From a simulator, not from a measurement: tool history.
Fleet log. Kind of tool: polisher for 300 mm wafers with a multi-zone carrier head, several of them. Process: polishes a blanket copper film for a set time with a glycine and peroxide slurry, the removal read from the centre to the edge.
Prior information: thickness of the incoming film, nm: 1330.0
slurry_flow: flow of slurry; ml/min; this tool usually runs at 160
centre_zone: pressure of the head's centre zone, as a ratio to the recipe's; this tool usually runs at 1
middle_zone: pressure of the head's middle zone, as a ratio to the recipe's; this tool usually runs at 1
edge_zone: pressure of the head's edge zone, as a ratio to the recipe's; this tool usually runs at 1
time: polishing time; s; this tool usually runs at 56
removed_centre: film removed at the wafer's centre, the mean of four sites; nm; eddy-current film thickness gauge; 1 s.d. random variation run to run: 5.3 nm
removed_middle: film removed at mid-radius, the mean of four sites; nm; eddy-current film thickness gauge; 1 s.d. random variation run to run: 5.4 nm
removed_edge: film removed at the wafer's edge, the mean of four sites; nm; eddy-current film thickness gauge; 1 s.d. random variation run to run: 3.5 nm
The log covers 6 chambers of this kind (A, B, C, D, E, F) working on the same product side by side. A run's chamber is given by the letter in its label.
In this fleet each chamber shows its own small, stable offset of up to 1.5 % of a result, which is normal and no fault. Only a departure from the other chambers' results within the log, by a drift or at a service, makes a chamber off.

| run | hour | slurry_flow | centre_zone | middle_zone | edge_zone | time | wafers polished on this pad | hours since the slurry nozzle was cleaned | hours since the centre zone pressure was calibrated | hours since the edge zone pressure was calibrated | removed_centre | removed_middle | removed_edge |
|---|---|---|---|---|---|---|---|---|---|---|---|---|---|
| 1B | 4.3 | 160 | 1 | 1 | 1 | 56 | 232 | 210.6 | 433.1 | 346.1 | 488.91 | 473.37 | 477.09 |
|  | 6.7 | chamber C: centre zone pressure recalibrated |
| 2E | 7.6 | 160 | 1 | 1 | 1 | 56 | 330 | 268.5 | 770.3 | 768.5 | 466.15 | 476.04 | 469.7 |
| 3D | 9.9 | 160 | 1 | 1 | 1 | 56 | 875 | 392.2 | 71.6 | 514 | 473.73 | 477.19 | 472.5 |
|  | 11 | chamber C: slurry nozzle cleaned |
| 4F | 14.2 | 160 | 1 | 1 | 1 | 56 | 344 | 114.4 | 77.6 | 18.2 | 466.6 | 480.65 | 473.54 |
| 5A | 18.8 | 160 | 1.12 | 1 | 1.12 | 56 | 1104 | 329.8 | 558.4 | 289.3 | 541.78 | 470.9 | 499.32 |
| 6C | 21 | 160 | 1.12 | 1 | 1.12 | 56 | 338 | 10 | 14.3 | 801.6 | 546.68 | 457.28 | 494.26 |
|  | 21.3 | chamber A: worn pad replaced by a new one |
|  | 22.2 | chamber B: worn pad replaced by a new one |
| 7D | 23.8 | 160 | 1.12 | 1 | 1.12 | 56 | 1052 | 406.1 | 85.5 | 527.9 | 531.79 | 467.11 | 497.04 |
| 8C | 27.6 | 160 | 1.12 | 1 | 1.12 | 56 | 423 | 16.6 | 20.9 | 808.2 | 537.32 | 468.24 | 502.09 |
|  | 28.7 | chamber E: slurry nozzle cleaned |
| 9F | 32.5 | 160 | 1.12 | 1 | 1.12 | 56 | 577 | 132.7 | 95.9 | 36.5 | 533.23 | 470.11 | 500.72 |
| 10A | 34.7 | 160 | 1.12 | 1 | 1.12 | 56 | 171 | 345.7 | 574.3 | 305.2 | 534.33 | 465.7 | 500.31 |
|  | 35.2 | chamber F: worn pad replaced by a new one |
| 11E | 38.6 | 160 | 1 | 1 | 1 | 56 | 724 | 10 | 801.3 | 799.5 | 464.43 | 468.8 | 470.03 |
|  | 39.6 | chamber E: edge zone pressure recalibrated |
|  | 41.2 | chamber E: worn pad replaced by a new one |
| 12B | 42.6 | 160 | 1 | 1 | 1 | 56 | 260 | 248.9 | 471.4 | 384.4 | 473.64 | 476.88 | 477.97 |
| 13F | 46 | 160 | 1 | 1 | 1 | 56 | 138 | 146.2 | 109.4 | 50 | 464.94 | 474.29 | 472.14 |
| 14B | 49.9 | 160 | 1 | 1 | 1 | 56 | 353 | 256.2 | 478.7 | 391.7 | 468.62 | 475.53 | 476.12 |
|  | 53.4 | chamber D: worn pad replaced by a new one |
| 15A | 53.4 | 160 | 1 | 1 | 1 | 56 | 409 | 364.4 | 593 | 323.9 | 474.96 | 472.18 | 475.2 |
| 16C | 58.2 | 160 | 1 | 1 | 1 | 56 | 812 | 47.2 | 51.5 | 838.8 | 483.71 | 473.15 | 466.87 |
|  | 59.8 | chamber B: worn pad replaced by a new one |
| 17E | 63.1 | 160 | 1 | 1 | 1 | 56 | 278 | 34.5 | 825.8 | 23.5 | 462.81 | 470.07 | 472.07 |
| 18D | 65.4 | 160 | 1 | 1 | 1 | 56 | 153 | 447.7 | 127.1 | 569.5 | 480.26 | 467.21 | 474.76 |
| 19F | 67.7 | 160 | 1 | 1 | 1 | 56 | 414 | 167.9 | 131.1 | 71.7 | 458.97 | 459.1 | 462.39 |
| 20B | 71.9 | 160 | 1 | 1 | 1 | 56 | 155 | 278.2 | 500.7 | 413.7 | 476.3 | 477.31 | 480.1 |
| 21E | 74.8 | 160 | 1 | 1 | 1 | 56 | 427 | 46.2 | 837.5 | 35.2 | 463.23 | 469.82 | 470.66 |
| 22D | 78.1 | 160 | 1 | 1 | 1 | 56 | 314 | 460.4 | 139.8 | 582.2 | 474.03 | 470.71 | 468.64 |
|  | 82.7 | chamber F: worn pad replaced by a new one |
| 23A | 82.8 | 160 | 1 | 1.08 | 1 | 56 | 783 | 393.8 | 622.4 | 353.3 | 469.25 | 513.52 | 474.29 |
| 24C | 85.3 | 160 | 1 | 1.08 | 1 | 56 | 1157 | 74.3 | 78.6 | 865.9 | 467.19 | 510.08 | 467.95 |
|  | 86.7 | chamber C: worn pad replaced by a new one |
| 25F | 88 | 160 | 1 | 1.08 | 1 | 56 | 68 | 188.2 | 151.4 | 92 | 449.08 | 489.36 | 458.88 |
|  | 91.1 | chamber A: worn pad replaced by a new one |
| 26B | 91.7 | 160 | 1 | 1.08 | 1 | 56 | 407 | 298 | 520.5 | 433.5 | 475.38 | 506.32 | 472.65 |
| 27D | 94.8 | 160 | 1 | 1.08 | 1 | 56 | 527 | 477.1 | 156.5 | 598.9 | 469.6 | 504.93 | 467.33 |
|  | 96.6 | chamber E: worn pad replaced by a new one |
| 28A | 97 | 160 | 1 | 1.08 | 1 | 56 | 76 | 408 | 636.6 | 367.5 | 470.3 | 510.81 | 475.33 |
| 29E | 101.4 | 160 | 1 | 1 | 1 | 56 | 61 | 72.8 | 864.1 | 61.8 | 469.66 | 474.25 | 473.02 |
|  | 104.1 | chamber B: worn pad replaced by a new one |
| 30C | 104.9 | 160 | 1 | 1 | 1 | 56 | 231 | 93.9 | 98.2 | 885.5 | 483.17 | 473.9 | 474.66 |
| 31C | 108 | 160 | 1 | 1 | 1 | 56 | 271 | 97 | 101.3 | 888.6 | 486.36 | 467.08 | 474.09 |
| 32D | 110.9 | 160 | 1 | 1 | 1 | 56 | 732 | 493.2 | 172.6 | 615 | 474.06 | 460.47 | 468.31 |
| 33F | 113.9 | 160 | 1 | 1 | 1 | 41 | 398 | 214.1 | 177.3 | 117.9 | 324.57 | 330.41 | 334.79 |
| 34B | 116.8 | 160 | 1 | 1 | 1 | 41 | 162 | 323.1 | 545.6 | 458.6 | 348.28 | 346.02 | 348.4 |
| 35E | 121.7 | 160 | 1 | 1 | 1 | 41 | 320 | 93.1 | 884.4 | 82.1 | 335.56 | 346.87 | 347.11 |
| 36A | 125.8 | 160 | 1 | 1 | 1 | 41 | 442 | 436.8 | 665.4 | 396.3 | 347.84 | 343.36 | 344.06 |
| 37F | 129.6 | 160 | 1 | 1 | 1 | 41 | 598 | 229.8 | 193 | 133.6 | 321.61 | 326.5 | 324.74 |
| 38A | 133.9 | 160 | 1 | 1 | 1 | 41 | 546 | 444.9 | 673.5 | 404.4 | 345.67 | 354.52 | 348.29 |
| 39E | 137.5 | 160 | 1 | 1 | 1 | 56 | 521 | 108.9 | 900.2 | 97.9 | 466.01 | 470.58 | 474.47 |
| 40C | 142.2 | 160 | 1 | 1 | 1 | 56 | 706 | 131.2 | 135.5 | 922.8 | 476.68 | 460.27 | 469.43 |

Does one chamber stand apart from the rest, does the shared gauge drift, or is all well apart from small per-chamber offsets? Give the chamber and the most likely cause, where there is one.

Chamber F drifts away from the others.
Cause: slurry flow missing at the pad, % = 31.5.

Chamber F could run next with any of the 4 candidate recipes listed below; each alters the usual settings, and their results appear as question marks. Which one brings its results back in line with what the other chambers deliver on the usual settings?
In line means no further than this from the other chambers' mean on the usual settings: removed_centre 19 nm; removed_middle 19 nm; removed_edge 12 nm
| 41F-1 | 145.7 | 160 | 1 | 1 | 1 | 57 |  |  |  |  | ? | ? | ? |
| 41F-2 | 145.7 | 160 | 1 | 1 | 1 | 55 |  |  |  |  | ? | ? | ? |
| 41F-3 | 145.7 | 155 | 0.98 | 0.99 | 1.01 | 53 |  |  |  |  | ? | ? | ? |
| 41F-4 | 145.7 | 165 | 1.02 | 1.01 | 0.99 | 59 |  |  |  |  | ? | ? | ? |

Usual-settings mean across the other chambers: removed_centre 473.23 nm; removed_middle 473.46 nm; removed_edge 472.05 nm
| run | removed_centre | removed_middle | removed_edge |
|---|---|---|---|
| 41F-1 | 439.93 | 443.75 | 453.96 |
| 41F-2 | 424.5 | 428.18 | 438.03 |
| 41F-3 | 396.41 | 405.62 | 422.02 |
| 41F-4 | 469.42 | 466.98 | 469.82 |
It is 41F-4 that realigns the chamber with its peers.
